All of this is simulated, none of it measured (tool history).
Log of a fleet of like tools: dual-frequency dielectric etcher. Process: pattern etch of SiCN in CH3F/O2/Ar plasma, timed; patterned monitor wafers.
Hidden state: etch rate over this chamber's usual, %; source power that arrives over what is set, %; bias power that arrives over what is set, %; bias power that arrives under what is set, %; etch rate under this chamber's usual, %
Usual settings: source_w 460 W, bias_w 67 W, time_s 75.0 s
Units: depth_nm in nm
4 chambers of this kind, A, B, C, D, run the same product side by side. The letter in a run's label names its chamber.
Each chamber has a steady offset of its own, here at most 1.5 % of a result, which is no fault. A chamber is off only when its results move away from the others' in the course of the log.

run	hour	source_w	bias_w	time_s	hours since the last wet clean	hours since the last source power generator calibration	hours since the last bias power generator calibration	read-back reference wafer on the same gauge, depth_nm	depth_nm
1D	6.7	460	67	75.0	339.1	2417.9	1908.5	23.388	29.069
2A	17.4	460	67	75.0	255.7	2393.5	777.4	23.391	29.238
3C	28.2	460	67	75.0	484.7	3769.1	301.8	23.390	28.998
4B	35.7	460	67	75.0	550.0	2521.0	2892.1	23.386	28.769
# hour 38.5: chamber C: source power generator calibrated
5A	46.2	460	67	75.0	284.5	2422.3	806.2	23.418	29.234
# hour 46.5: chamber B: wet clean of the chamber
# hour 53.5: chamber C: wet clean of the chamber
6C	55.5	460	67	75.0	2.0	17.0	329.1	23.389	28.933
7D	65.8	460	67	75.0	398.2	2477.0	1967.6	23.399	29.028
8B	78.4	460	75	61.5	32.0	2563.7	2934.8	23.413	24.700
9D	86.8	460	75	61.5	419.2	2498.0	1988.6	23.382	24.598
# hour 90.2: chamber D: wet clean of the chamber
10B	99.5	460	75	61.5	53.1	2584.8	2955.9	23.405	24.450
11C	106.4	460	75	61.5	52.9	67.9	380.0	23.397	24.822
12A	118.6	460	67	75.0	356.9	2494.7	878.6	23.401	29.541
13A	128.0	460	82	75.0	366.3	2504.1	888.0	23.407	31.581
14C	135.1	460	82	75.0	81.6	96.6	408.7	23.387	31.072
15D	143.5	460	82	75.0	53.4	2554.7	2045.3	23.406	31.090
16B	149.4	460	82	75.0	103.0	2634.7	3005.8	23.404	30.943
17C	155.1	460	67	75.0	101.6	116.6	428.7	23.426	28.723
18D	164.1	460	67	75.0	74.0	2575.3	2065.9	23.418	28.654
19A	170.1	460	67	75.0	408.4	2546.2	930.1	23.404	29.414
20B	175.9	460	67	75.0	129.5	2661.2	3032.3	23.406	28.787
21C	188.3	460	67	75.0	134.8	149.8	461.9	23.402	28.791
22A	198.9	460	67	75.0	437.2	2575.0	958.9	23.401	29.708
23B	205.3	460	83	75.0	158.9	2690.6	3061.7	23.409	31.175
24D	216.6	460	83	75.0	126.5	2627.8	2118.4	23.425	31.108
25C	225.7	460	83	75.0	172.2	187.2	499.3	23.395	31.054
26D	237.8	460	83	75.0	147.7	2649.0	2139.6	23.422	31.159
27B	248.6	460	67	75.0	202.2	2733.9	3105.0	23.398	28.936
28A	254.8	460	67	75.0	493.1	2630.9	1014.8	23.401	29.701
29D	264.7	570	67	75.0	174.6	2675.9	2166.5	23.397	31.210
30A	272.7	570	67	75.0	511.0	2648.8	1032.7	23.396	32.403
31C	282.3	570	67	75.0	228.8	243.8	555.9	23.403	31.308

All 4 chambers run these settings next. Forecast each chamber's results:
32A	291.5	460	67	75.0					?
32B	291.5	460	67	75.0					?
32C	291.5	460	67	75.0					?
32D	291.5	460	67	75.0					?

run	depth_nm
32A	29.959
32B	28.805
32C	28.978
32D	28.793

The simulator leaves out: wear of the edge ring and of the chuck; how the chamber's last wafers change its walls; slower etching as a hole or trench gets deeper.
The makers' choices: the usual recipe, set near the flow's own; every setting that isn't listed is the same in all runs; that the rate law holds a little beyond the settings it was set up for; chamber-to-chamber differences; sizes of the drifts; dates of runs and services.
